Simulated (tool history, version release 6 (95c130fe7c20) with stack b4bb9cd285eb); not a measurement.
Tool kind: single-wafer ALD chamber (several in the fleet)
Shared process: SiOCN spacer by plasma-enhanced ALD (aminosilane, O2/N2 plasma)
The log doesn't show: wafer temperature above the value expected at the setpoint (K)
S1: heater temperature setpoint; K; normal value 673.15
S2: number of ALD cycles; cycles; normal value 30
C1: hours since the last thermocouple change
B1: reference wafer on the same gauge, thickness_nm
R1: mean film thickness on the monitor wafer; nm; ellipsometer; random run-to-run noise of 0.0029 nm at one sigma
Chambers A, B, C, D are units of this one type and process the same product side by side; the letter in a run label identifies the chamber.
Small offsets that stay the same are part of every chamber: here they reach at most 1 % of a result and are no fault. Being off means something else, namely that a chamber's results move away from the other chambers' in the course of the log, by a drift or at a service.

| run | hour | S1 | S2 | C1 | B1 | R1 |
|---|---|---|---|---|---|---|
| 1B | 7.0 | 673.15 | 30 | 492.7 | 1.8107 | 1.8133 |
| 2A | 12.7 | 673.15 | 30 | 14.7 | 1.8116 | 1.8004 |
| 3C | 19.6 | 673.15 | 30 | 1309.9 | 1.8118 | 1.8279 |
| 4D | 29.5 | 673.15 | 30 | 242.0 | 1.8117 | 1.8245 |
| 5C | 35.5 | 673.15 | 30 | 1325.8 | 1.8117 | 1.8312 |
| 6D | 43.8 | 673.15 | 30 | 256.3 | 1.8119 | 1.8216 |
| 7A | 52.8 | 673.15 | 30 | 54.8 | 1.8121 | 1.8033 |
| 8B | 60.2 | 673.15 | 30 | 545.9 | 1.8127 | 1.8203 |
| 9B | 66.3 | 673.15 | 30 | 552.0 | 1.8129 | 1.8118 |
| 10C | 77.0 | 673.15 | 30 | 1367.3 | 1.8136 | 1.8285 |
| 11A | 85.3 | 673.15 | 30 | 87.3 | 1.8143 | 1.8041 |
| 12D | 93.8 | 673.15 | 30 | 306.3 | 1.8149 | 1.8257 |
| 13C | 99.8 | 673.15 | 30 | 1390.1 | 1.8152 | 1.8349 |
| 14A | 107.0 | 673.15 | 30 | 109.0 | 1.8153 | 1.8071 |
| 15B | 117.9 | 673.15 | 30 | 603.6 | 1.8158 | 1.8206 |
| 16D | 128.1 | 673.15 | 30 | 340.6 | 1.8164 | 1.8314 |
| 17C | 137.4 | 673.15 | 30 | 1427.7 | 1.8171 | 1.8364 |
| 18D | 144.3 | 673.15 | 30 | 356.8 | 1.8176 | 1.8222 |
| 19B | 151.9 | 673.15 | 30 | 637.6 | 1.8174 | 1.8205 |
| 20A | 158.7 | 673.15 | 30 | 160.7 | 1.8181 | 1.8134 |
| 21B | 167.6 | 673.15 | 30 | 653.3 | 1.8177 | 1.8196 |
| 22A | 177.3 | 673.15 | 30 | 179.3 | 1.8183 | 1.8121 |
| 23D | 182.5 | 673.15 | 30 | 395.0 | 1.8189 | 1.8274 |
| 24C | 193.0 | 673.15 | 30 | 1483.3 | 1.8190 | 1.8402 |
| 25C | 198.7 | 673.15 | 30 | 1489.0 | 1.8199 | 1.8405 |
| 26B | 207.3 | 673.15 | 30 | 693.0 | 1.8195 | 1.8244 |
| 27D | 215.4 | 667.15 | 30 | 427.9 | 1.8209 | 1.8359 |
| 28A | 222.2 | 667.15 | 30 | 224.2 | 1.8202 | 1.8164 |
| 29A | 230.6 | 667.15 | 30 | 232.6 | 1.8216 | 1.8093 |

Predict what each chamber gives when all 4 of them run the settings below next.
| 30A | 238.6 | 666.15 | 30 |  |  | ? |
| 30B | 238.6 | 666.15 | 30 |  |  | ? |
| 30C | 238.6 | 666.15 | 30 |  |  | ? |
| 30D | 238.6 | 666.15 | 30 |  |  | ? |

| run | R1 |
|---|---|
| 30A | 1.8143 |
| 30B | 1.8239 |
| 30C | 1.8425 |
| 30D | 1.8292 |

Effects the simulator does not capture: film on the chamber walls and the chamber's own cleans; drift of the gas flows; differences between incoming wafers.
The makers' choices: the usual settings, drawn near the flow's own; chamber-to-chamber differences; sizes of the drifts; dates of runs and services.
